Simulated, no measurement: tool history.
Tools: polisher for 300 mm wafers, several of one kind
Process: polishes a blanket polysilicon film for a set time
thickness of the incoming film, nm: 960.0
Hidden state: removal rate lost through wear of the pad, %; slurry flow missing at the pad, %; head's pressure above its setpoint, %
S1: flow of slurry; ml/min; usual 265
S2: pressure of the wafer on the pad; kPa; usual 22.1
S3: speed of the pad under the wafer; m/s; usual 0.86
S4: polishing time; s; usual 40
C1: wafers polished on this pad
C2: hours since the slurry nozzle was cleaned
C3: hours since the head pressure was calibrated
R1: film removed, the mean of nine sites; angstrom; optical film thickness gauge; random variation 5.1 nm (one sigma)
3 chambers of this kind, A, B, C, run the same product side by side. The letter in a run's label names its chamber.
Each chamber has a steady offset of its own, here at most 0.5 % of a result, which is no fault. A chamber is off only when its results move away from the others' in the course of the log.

run,hour,S1,S2,S3,S4,C1,C2,C3,R1
1A,4.4,265,22.1,0.86,40,242,147.4,363.7,3821.9
# hour 5.0: chamber B: worn pad replaced by a new one
2C,7.7,265,22.1,0.86,40,448,687.8,1020.8,3809.7
3B,10.8,265,22.1,0.86,40,107,308.3,121.1,3873.6
4B,14.8,265,22.1,0.86,40,182,312.3,125.1,3735.5
5A,19.3,265,22.1,0.86,40,518,162.3,378.6,3847.6
6C,24.0,265,22.1,0.86,40,749,704.1,1037.1,3725.6
7C,27.0,265,22.1,0.86,40,805,707.1,1040.1,3739.4
8B,30.4,265,22.1,0.86,40,470,327.9,140.7,3736.4
# hour 30.6: chamber A: worn pad replaced by a new one
9A,34.3,265,22.1,0.86,40,69,177.3,393.6,3747.2
10C,39.1,265,22.1,0.86,40,1029,719.2,1052.2,3813.4
11A,44.1,265,22.1,0.86,40,250,187.1,403.4,3702.0
12B,46.5,265,22.1,0.86,40,768,344.0,156.8,3807.3
13C,51.0,265,22.1,0.86,40,1249,731.1,1064.1,3764.5
14A,54.9,265,22.1,0.86,40,450,197.9,414.2,3719.7
15B,59.0,265,22.1,0.86,40,1000,356.5,169.3,3817.7
16C,62.4,335,22.1,0.86,40,1460,742.5,1075.5,3858.5
17B,65.6,335,22.1,0.86,40,1122,363.1,175.9,3817.6
# hour 67.2: chamber A: worn pad replaced by a new one
# hour 68.1: chamber C: worn pad replaced by a new one
18A,68.3,335,22.1,0.86,40,20,211.3,427.6,3844.9
19A,72.6,265,22.1,0.86,40,100,215.6,431.9,3662.6
20C,75.9,265,22.1,0.86,40,146,756.0,1089.0,3781.7
# hour 76.4: chamber B: worn pad replaced by a new one
21B,79.4,265,19.3,0.72,40,57,376.9,189.7,2775.3
22A,83.6,265,19.3,0.72,40,303,226.6,442.9,2789.6
# hour 85.3: chamber C: head pressure recalibrated
23B,86.6,265,19.3,0.72,40,190,384.1,196.9,2800.1
24C,89.4,225,22.1,0.86,40,395,769.5,4.1,3715.4
25B,91.9,225,22.1,0.86,40,288,389.4,202.2,3793.1
26C,95.7,225,22.1,0.86,40,512,775.8,10.4,3810.6
27A,100.8,265,22.1,0.86,40,622,243.8,460.1,3791.9
28A,103.5,265,22.1,0.86,40,672,246.5,462.8,3749.2

Is one chamber off against the others, does the gauge drift, or is nothing wrong? If a chamber is off, say which, and what the likeliest cause is.

No chamber stands off beyond its own small offset, and the gauge holds steady.
